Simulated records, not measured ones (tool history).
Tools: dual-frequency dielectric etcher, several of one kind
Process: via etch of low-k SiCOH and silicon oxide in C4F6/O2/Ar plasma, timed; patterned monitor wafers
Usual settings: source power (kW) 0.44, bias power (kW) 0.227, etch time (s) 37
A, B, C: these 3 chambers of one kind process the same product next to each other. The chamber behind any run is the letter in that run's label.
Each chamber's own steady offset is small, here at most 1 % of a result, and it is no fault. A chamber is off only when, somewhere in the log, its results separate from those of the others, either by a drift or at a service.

run,hour,source power (kW),bias power (kW),etch time (s),hours since the last wet clean,hours since the last source power generator calibration,hours since the last bias power generator calibration,"read-back reference wafer on the same gauge, depth_nm",mean etch depth across the wafer (angstrom)
1B,7.2,0.44,0.227,37,221.9,3050.5,2858.6,84.631,980.1
2C,14.2,0.44,0.227,37,292.4,51.5,3329.5,84.588,974.1
3A,21.6,0.44,0.227,37,266.3,1301.7,697.6,84.596,973.94
4C,30.5,0.44,0.227,37,308.7,67.8,3345.8,84.588,975.66
5A,36,0.44,0.227,37,280.7,1316.1,712,84.612,969.33
6B,46.5,0.44,0.173,27.5,261.2,3089.8,2897.9,84.601,665.45
7C,55,0.44,0.173,27.5,333.2,92.3,3370.3,84.564,664.02
8B,60.3,0.44,0.173,27.5,275,3103.6,2911.7,84.561,664.36
9A,66.7,0.44,0.227,37,311.4,1346.8,742.7,84.594,971.51
10A,75.3,0.44,0.227,37,320,1355.4,751.3,84.554,970.45
11B,86.6,0.44,0.227,37,301.3,3129.9,2938,84.627,978.63
12C,96.7,0.44,0.227,37,374.9,134,3412,84.626,970.34
# hour 102.2: chamber A: wet clean of the chamber
13B,105.7,0.44,0.227,37,320.4,3149,2957.1,84.605,975.78
14C,111.7,0.44,0.227,37,389.9,149,3427,84.623,974.32
15A,117.7,0.44,0.227,37,15.6,1397.8,793.7,84.547,971.63
16C,123.5,0.47,0.227,37,401.7,160.8,3438.8,84.615,999.32
17B,130,0.47,0.227,37,344.7,3173.3,2981.4,84.584,1004.2
18A,138.4,0.47,0.227,37,36.3,1418.5,814.4,84.609,999.17
19B,144.6,0.44,0.227,37,359.3,3187.9,2996,84.569,978.17
20C,152.7,0.44,0.227,37,430.9,190,3468,84.638,975.86
21A,162.2,0.38,0.227,33.5,60.1,1442.3,838.2,84.569,829.5
22C,169.3,0.38,0.227,33.5,447.5,206.6,3484.6,84.57,833.08
23B,174.9,0.38,0.227,33.5,389.6,3218.2,3026.3,84.633,836.93
24A,180.9,0.44,0.227,37,78.8,1461,856.9,84.625,971.48
25C,186.4,0.44,0.227,37,464.6,223.7,3501.7,84.665,974.98
# hour 191.4: chamber C: bias power generator calibrated
26B,196.2,0.44,0.227,37,410.9,3239.5,3047.6,84.626,978.7
27A,205.1,0.44,0.227,37,103,1485.2,881.1,84.58,975.21
28B,212.2,0.44,0.227,37,426.9,3255.5,3063.6,84.567,980.06
# hour 216.9: chamber C: wet clean of the chamber
29C,222.2,0.44,0.227,37,5.3,259.5,30.9,84.565,977.46
# hour 225: chamber B: source power generator calibrated
30A,232.7,0.44,0.227,37,130.6,1512.8,908.7,84.614,971.08
31B,238.4,0.5,0.227,45,453.1,13.4,3089.8,84.616,1248.9
32A,243.6,0.5,0.227,45,141.5,1523.7,919.6,84.613,1238.6
33C,250.2,0.5,0.227,45,33.3,287.5,58.9,84.636,1246.5
34C,256.7,0.44,0.227,37,39.8,294,65.4,84.552,976.55
35A,264.9,0.44,0.227,37,162.8,1545,940.9,84.6,968.43

Each of the 3 chambers runs these same settings next. Fill in every chamber's results:
36A,273.1,0.44,0.227,37,,,,,?
36B,273.1,0.44,0.227,37,,,,,?
36C,273.1,0.44,0.227,37,,,,,?

run,mean etch depth across the wafer (angstrom)
36A,971.72
36B,976.58
36C,974.09
